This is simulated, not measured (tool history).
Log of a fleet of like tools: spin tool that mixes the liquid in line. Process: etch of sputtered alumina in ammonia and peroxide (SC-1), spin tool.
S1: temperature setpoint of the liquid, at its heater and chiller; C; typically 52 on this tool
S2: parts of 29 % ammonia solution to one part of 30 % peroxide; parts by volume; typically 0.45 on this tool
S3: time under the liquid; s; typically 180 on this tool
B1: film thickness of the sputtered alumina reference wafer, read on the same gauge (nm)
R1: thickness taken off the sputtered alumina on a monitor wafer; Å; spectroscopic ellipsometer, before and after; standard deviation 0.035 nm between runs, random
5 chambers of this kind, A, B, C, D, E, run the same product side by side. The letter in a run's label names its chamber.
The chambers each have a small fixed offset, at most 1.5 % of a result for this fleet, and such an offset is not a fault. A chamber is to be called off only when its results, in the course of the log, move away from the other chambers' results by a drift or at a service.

run 1D hour=7.3 | S1=52 S2=0.45 S3=180 | B1=89.993 | R1=98.543
run 2E hour=22.0 | S1=52 S2=0.45 S3=180 | B1=90.008 | R1=98.979
-- hour=27.4 chamber D: new drum of ammonia solution connected
run 3B hour=32.3 | S1=52 S2=0.45 S3=180 | B1=89.998 | R1=98.260
run 4C hour=43.5 | S1=52 S2=0.45 S3=180 | B1=90.034 | R1=98.159
-- hour=53.4 chamber A: new drum of ammonia solution connected
run 5A hour=53.8 | S1=52 S2=0.45 S3=180 | B1=90.024 | R1=97.394
run 6C hour=61.6 | S1=52 S2=0.45 S3=180 | B1=90.011 | R1=97.712
run 7E hour=74.1 | S1=49 S2=0.45 S3=245 | B1=89.967 | R1=111.990
run 8B hour=81.1 | S1=49 S2=0.45 S3=245 | B1=89.964 | R1=113.980
run 9D hour=91.7 | S1=49 S2=0.45 S3=245 | B1=89.968 | R1=114.520
run 10A hour=99.4 | S1=49 S2=0.45 S3=245 | B1=90.015 | R1=112.940
run 11A hour=109.2 | S1=49 S2=0.45 S3=245 | B1=89.987 | R1=112.700
run 12B hour=122.3 | S1=52 S2=0.45 S3=180 | B1=90.026 | R1=97.654
run 13D hour=132.0 | S1=52 S2=0.45 S3=180 | B1=90.014 | R1=99.497
run 14E hour=143.7 | S1=52 S2=0.45 S3=180 | B1=90.020 | R1=97.691
run 15C hour=151.5 | S1=52 S2=0.45 S3=180 | B1=89.990 | R1=97.758
run 16E hour=161.0 | S1=52 S2=0.45 S3=180 | B1=89.988 | R1=96.634
run 17B hour=171.2 | S1=52 S2=0.45 S3=180 | B1=89.969 | R1=97.908
run 18A hour=185.9 | S1=52 S2=0.45 S3=180 | B1=89.949 | R1=97.968
run 19D hour=201.1 | S1=52 S2=0.45 S3=180 | B1=89.983 | R1=98.920
run 20C hour=212.3 | S1=52 S2=0.45 S3=180 | B1=90.056 | R1=98.113
run 21C hour=222.1 | S1=52 S2=0.45 S3=180 | B1=90.051 | R1=97.454
-- hour=223.4 chamber C: new drum of ammonia solution connected
run 22E hour=231.7 | S1=52 S2=0.45 S3=180 | B1=90.001 | R1=96.119
run 23A hour=245.4 | S1=52 S2=0.45 S3=180 | B1=90.018 | R1=97.790
run 24D hour=257.6 | S1=52 S2=0.45 S3=180 | B1=89.976 | R1=98.851
-- hour=262.3 chamber B: new drum of ammonia solution connected
run 25B hour=265.1 | S1=52 S2=0.45 S3=180 | B1=89.974 | R1=98.303
run 26B hour=271.9 | S1=52 S2=0.45 S3=180 | B1=89.999 | R1=98.396
run 27A hour=283.9 | S1=52 S2=0.45 S3=180 | B1=89.996 | R1=97.163
-- hour=296.1 chamber D: thermometer replaced
run 28D hour=297.1 | S1=52 S2=0.45 S3=180 | B1=89.982 | R1=99.496
run 29E hour=306.6 | S1=52 S2=0.45 S3=180 | B1=90.012 | R1=95.211
-- hour=309.5 chamber B: ammonia flow meter replaced
run 30C hour=317.9 | S1=48 S2=0.25 S3=180 | B1=90.035 | R1=74.584
run 31E hour=324.5 | S1=48 S2=0.25 S3=180 | B1=90.009 | R1=72.082
-- hour=325.8 chamber D: new drum of ammonia solution connected
run 32C hour=336.3 | S1=48 S2=0.25 S3=180 | B1=89.953 | R1=74.216
run 33D hour=347.3 | S1=48 S2=0.25 S3=180 | B1=89.981 | R1=75.497
run 34B hour=356.0 | S1=48 S2=0.25 S3=180 | B1=90.013 | R1=73.976
run 35A hour=363.7 | S1=52 S2=0.45 S3=180 | B1=90.029 | R1=97.479
-- hour=364.0 chamber E: new drum of ammonia solution connected
run 36D hour=372.4 | S1=52 S2=0.45 S3=180 | B1=89.996 | R1=99.094
run 37B hour=379.4 | S1=52 S2=0.45 S3=180 | B1=89.980 | R1=97.374
run 38A hour=388.4 | S1=52 S2=0.45 S3=180 | B1=90.020 | R1=96.878
run 39E hour=398.8 | S1=52 S2=0.45 S3=180 | B1=90.002 | R1=94.762
run 40C hour=405.7 | S1=52 S2=0.45 S3=180 | B1=89.990 | R1=98.731
run 41E hour=414.3 | S1=57 S2=0.60 S3=180 | B1=89.980 | R1=127.620

All chambers now run identical settings, listed one chamber a line with results as question marks. What results will each chamber show?
run 42A hour=425.2 | S1=52 S2=0.45 S3=180 | R1=?
run 42B hour=425.2 | S1=52 S2=0.45 S3=180 | R1=?
run 42C hour=425.2 | S1=52 S2=0.45 S3=180 | R1=?
run 42D hour=425.2 | S1=52 S2=0.45 S3=180 | R1=?
run 42E hour=425.2 | S1=52 S2=0.45 S3=180 | R1=?

run=42A R1=97.949
run=42B R1=97.656
run=42C R1=98.466
run=42D R1=98.935
run=42E R1=94.397

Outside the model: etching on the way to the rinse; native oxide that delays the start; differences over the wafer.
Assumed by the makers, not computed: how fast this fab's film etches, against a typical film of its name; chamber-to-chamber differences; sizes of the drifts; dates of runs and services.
